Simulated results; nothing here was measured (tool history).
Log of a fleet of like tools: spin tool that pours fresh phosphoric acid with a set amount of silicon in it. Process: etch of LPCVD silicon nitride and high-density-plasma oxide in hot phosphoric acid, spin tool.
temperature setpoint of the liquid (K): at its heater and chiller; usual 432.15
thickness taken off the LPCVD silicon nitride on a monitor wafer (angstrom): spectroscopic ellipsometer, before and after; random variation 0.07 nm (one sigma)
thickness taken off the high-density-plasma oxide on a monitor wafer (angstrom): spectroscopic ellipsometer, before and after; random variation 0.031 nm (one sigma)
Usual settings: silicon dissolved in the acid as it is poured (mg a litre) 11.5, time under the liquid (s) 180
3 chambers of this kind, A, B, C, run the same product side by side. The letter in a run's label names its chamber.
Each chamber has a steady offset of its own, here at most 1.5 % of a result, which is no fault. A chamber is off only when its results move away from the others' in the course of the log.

| run | day | temperature setpoint of the liquid (K) | silicon dissolved in the acid as it is poured (mg a litre) | time under the liquid (s) | hours since the thermometer was replaced | hours since the dissolved silicon flow meter was replaced | hours since the heated supply line was repaired | read-back film thickness of the LPCVD silicon nitride reference wafer, read on the same gauge (nm) | read-back film thickness of the high-density-plasma oxide reference wafer, read on the same gauge (nm) | thickness taken off the LPCVD silicon nitride on a monitor wafer (angstrom) | thickness taken off the high-density-plasma oxide on a monitor wafer (angstrom) |
|---|---|---|---|---|---|---|---|---|---|---|---|
| 1B | 0.292 | 432.15 | 11.5 | 180 | 372.0 | 211.3 | 3467.3 | 99.996 | 60.023 | 161.67 | 3.5518 |
| 2C | 0.592 | 432.15 | 11.5 | 180 | 1997.7 | 261.7 | 744.4 | 99.998 | 59.998 | 160.80 | 3.8164 |
| 3A | 0.888 | 432.15 | 11.5 | 180 | 1804.0 | 1058.9 | 1475.9 | 99.971 | 60.030 | 163.57 | 3.9280 |
| 4C | 1.075 | 432.15 | 11.5 | 180 | 2009.3 | 273.3 | 756.0 | 100.000 | 59.963 | 160.93 | 3.6014 |
| 5A | 1.238 | 432.15 | 11.5 | 180 | 1812.4 | 1067.3 | 1484.3 | 99.992 | 59.994 | 163.43 | 3.4624 |
| 6B | 1.488 | 434.15 | 11.5 | 280 | 400.7 | 240.0 | 3496.0 | 99.995 | 60.018 | 271.77 | 6.3380 |
| 7B | 1.671 | 434.15 | 11.5 | 280 | 405.1 | 244.4 | 3500.4 | 99.979 | 60.035 | 270.55 | 6.3040 |
| 8A | 1.858 | 434.15 | 11.5 | 280 | 1827.3 | 1082.2 | 1499.2 | 99.993 | 60.043 | 271.10 | 6.8641 |
| 9C | 2.121 | 432.15 | 11.5 | 180 | 2034.4 | 298.4 | 781.1 | 99.980 | 59.995 | 159.44 | 3.3390 |
| 10A | 2.412 | 432.15 | 11.5 | 180 | 1840.6 | 1095.5 | 1512.5 | 99.987 | 60.010 | 163.89 | 3.7089 |
| 11B | 2.588 | 432.15 | 11.5 | 180 | 427.1 | 266.4 | 3522.4 | 99.982 | 60.003 | 161.80 | 3.0985 |
| 12C | 2.883 | 432.15 | 11.5 | 180 | 2052.7 | 316.7 | 799.4 | 100.010 | 59.989 | 157.00 | 3.4433 |
| 13A | 3.121 | 432.15 | 11.5 | 180 | 1857.6 | 1112.5 | 1529.5 | 99.967 | 60.048 | 163.27 | 3.1332 |
| 14C | 3.392 | 432.15 | 11.5 | 180 | 2064.9 | 328.9 | 811.6 | 99.999 | 59.965 | 156.00 | 3.5611 |
| 15B | 3.604 | 432.15 | 11.5 | 180 | 451.5 | 290.8 | 3546.8 | 100.010 | 60.004 | 162.57 | 3.8594 |
| 16C | 3.742 | 432.15 | 11.5 | 180 | 2073.3 | 337.3 | 820.0 | 99.996 | 60.013 | 156.49 | 3.4378 |
| 17B | 3.988 | 432.15 | 11.5 | 180 | 460.7 | 300.0 | 3556.0 | 100.000 | 59.995 | 161.09 | 3.8382 |
| 18A | 4.188 | 432.15 | 11.5 | 180 | 1883.2 | 1138.1 | 1555.1 | 99.994 | 59.968 | 162.74 | 3.8881 |
| 19C | 4.383 | 432.15 | 11.5 | 180 | 2088.7 | 352.7 | 835.4 | 99.988 | 60.024 | 154.81 | 3.5698 |
| 20A | 4.671 | 432.15 | 11.5 | 180 | 1894.8 | 1149.7 | 1566.7 | 100.010 | 60.005 | 163.02 | 3.7616 |
| 21B | 4.888 | 432.15 | 11.5 | 180 | 482.3 | 321.6 | 3577.6 | 100.020 | 60.005 | 161.76 | 3.4835 |
| 22B | 5.188 | 432.15 | 11.5 | 180 | 489.5 | 328.8 | 3584.8 | 100.010 | 60.029 | 161.69 | 3.1749 |
| 23C | 5.350 | 432.15 | 11.5 | 180 | 2111.9 | 375.9 | 858.6 | 100.020 | 59.988 | 154.90 | 3.0102 |
| 24A | 5.525 | 432.15 | 11.5 | 180 | 1915.3 | 1170.2 | 1587.2 | 100.010 | 59.972 | 163.41 | 3.7190 |
| 25A | 5.767 | 432.15 | 11.5 | 180 | 1921.1 | 1176.0 | 1593.0 | 99.989 | 60.004 | 163.09 | 3.1567 |
| 26B | 6.021 | 432.15 | 11.5 | 180 | 509.5 | 348.8 | 3604.8 | 99.986 | 60.020 | 161.90 | 3.5556 |
| 27C | 6.200 | 432.15 | 11.5 | 180 | 2132.3 | 396.3 | 879.0 | 99.981 | 59.989 | 153.88 | 3.5527 |
| 28B | 6.475 | 432.15 | 11.5 | 180 | 520.4 | 359.7 | 3615.7 | 99.994 | 59.982 | 161.99 | 4.1397 |
| 29C | 6.712 | 432.15 | 11.5 | 180 | 2144.6 | 408.6 | 891.3 | 99.972 | 60.033 | 151.94 | 3.0378 |
| 30A | 6.850 | 432.15 | 11.5 | 180 | 1947.1 | 1202.0 | 1619.0 | 100.030 | 59.969 | 163.72 | 3.7599 |
| 31C | 7.146 | 432.15 | 11.5 | 180 | 2155.0 | 419.0 | 901.7 | 99.999 | 59.985 | 151.80 | 3.0668 |
| 32B | 7.338 | 433.15 | 11.5 | 180 | 541.1 | 380.4 | 3636.4 | 100.000 | 59.995 | 167.64 | 4.4237 |
| 33A | 7.579 | 433.15 | 11.5 | 180 | 1964.6 | 1219.5 | 1636.5 | 100.010 | 59.956 | 168.16 | 3.5201 |

All 3 chambers run these settings next. Forecast each chamber's results:
| 34A | 7.800 | 432.15 | 11.5 | 180 |  |  |  |  |  | ? | ? |
| 34B | 7.800 | 432.15 | 11.5 | 180 |  |  |  |  |  | ? | ? |
| 34C | 7.800 | 432.15 | 11.5 | 180 |  |  |  |  |  | ? | ? |

| run | thickness taken off the LPCVD silicon nitride on a monitor wafer (angstrom) | thickness taken off the high-density-plasma oxide on a monitor wafer (angstrom) |
|---|---|---|
| 34A | 162.13 | 3.4474 |
| 34B | 161.91 | 3.8858 |
| 34C | 151.48 | 2.6292 |
